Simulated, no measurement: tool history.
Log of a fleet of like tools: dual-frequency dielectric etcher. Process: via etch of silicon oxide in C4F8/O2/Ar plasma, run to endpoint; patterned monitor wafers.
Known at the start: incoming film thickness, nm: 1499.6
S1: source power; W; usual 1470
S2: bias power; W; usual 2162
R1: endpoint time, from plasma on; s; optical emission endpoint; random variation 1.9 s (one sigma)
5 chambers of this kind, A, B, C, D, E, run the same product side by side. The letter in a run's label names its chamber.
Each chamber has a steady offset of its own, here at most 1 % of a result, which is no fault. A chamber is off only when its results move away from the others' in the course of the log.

Run 1D, day 0.296: usual settings. Result: R1 325.39 s.
Run 2B, day 0.562: usual settings. Result: R1 322.88 s.
Run 3E, day 0.796: usual settings. Result: R1 323.06 s.
Run 4A, day 1.017: usual settings. Result: R1 324.05 s.
Run 5C, day 1.333: usual settings. Result: R1 324.35 s.
Run 6E, day 1.65: usual settings. Result: R1 321.32 s.
Run 7A, day 1.883: usual settings. Result: R1 325.56 s.
Run 8B, day 2.1: usual settings. Result: R1 326.63 s.
At day 2.288: chamber C: wet clean of the chamber.
Run 9C, day 2.342: usual settings. Result: R1 328.5 s.
Run 10D, day 2.583: usual settings. Result: R1 325.54 s.
Run 11C, day 2.817: usual settings. Result: R1 319.31 s.
Run 12B, day 3.067: usual settings. Result: R1 324.12 s.
Run 13D, day 3.317: usual settings. Result: R1 327.19 s.
At day 3.325: chamber D: source power generator calibrated.
Run 14A, day 3.496: usual settings. Result: R1 330.2 s.
Run 15E, day 3.829: usual settings. Result: R1 323.27 s.
Run 16D, day 4.158: usual settings. Result: R1 326.25 s.
Run 17C, day 4.325: usual settings. Result: R1 321.06 s.
Run 18A, day 4.6: usual settings. Result: R1 323.41 s.
Run 19E, day 4.904: usual settings. Result: R1 327.27 s.
Run 20B, day 5.229: usual settings. Result: R1 329.97 s.
Run 21D, day 5.388: usual settings. Result: R1 325.51 s.
Run 22E, day 5.679: usual settings. Result: R1 324.9 s.
Run 23A, day 5.871: usual settings. Result: R1 327.99 s.
Run 24C, day 6.071: usual settings. Result: R1 325.52 s.
Run 25B, day 6.225: usual settings. Result: R1 331.34 s.
Run 26C, day 6.479: usual settings. Result: R1 320.98 s.
Run 27B, day 6.808: usual settings. Result: R1 327.59 s.
Run 28A, day 6.983: usual settings. Result: R1 326.84 s.
At day 7.017: chamber C: source power generator calibrated.
Run 29E, day 7.2: usual settings. Result: R1 321.69 s.
Run 30D, day 7.425: usual settings. Result: R1 327.45 s.
Run 31A, day 7.65: usual settings. Result: R1 325.75 s.
Run 32C, day 7.929: usual settings. Result: R1 324.73 s.
Run 33D, day 8.092: usual settings. Result: R1 324.25 s.
Run 34B, day 8.429: usual settings. Result: R1 329.59 s.
Run 35E, day 8.629: usual settings. Result: R1 323.31 s.
At day 8.767: chamber E: wet clean of the chamber.
Run 36A, day 8.838: usual settings. Result: R1 328.49 s.
Run 37E, day 9.012: usual settings. Result: R1 324.06 s.
Run 38B, day 9.3: usual settings but S1 1610 W. Result: R1 310.19 s.
Run 39C, day 9.562: usual settings but S1 1610 W. Result: R1 315.21 s.

Is one chamber off against the others, does the gauge drift, or is nothing wrong? If a chamber is off, say which, and what the likeliest cause is.

No chamber stands off beyond its own small offset, and the gauge holds steady.
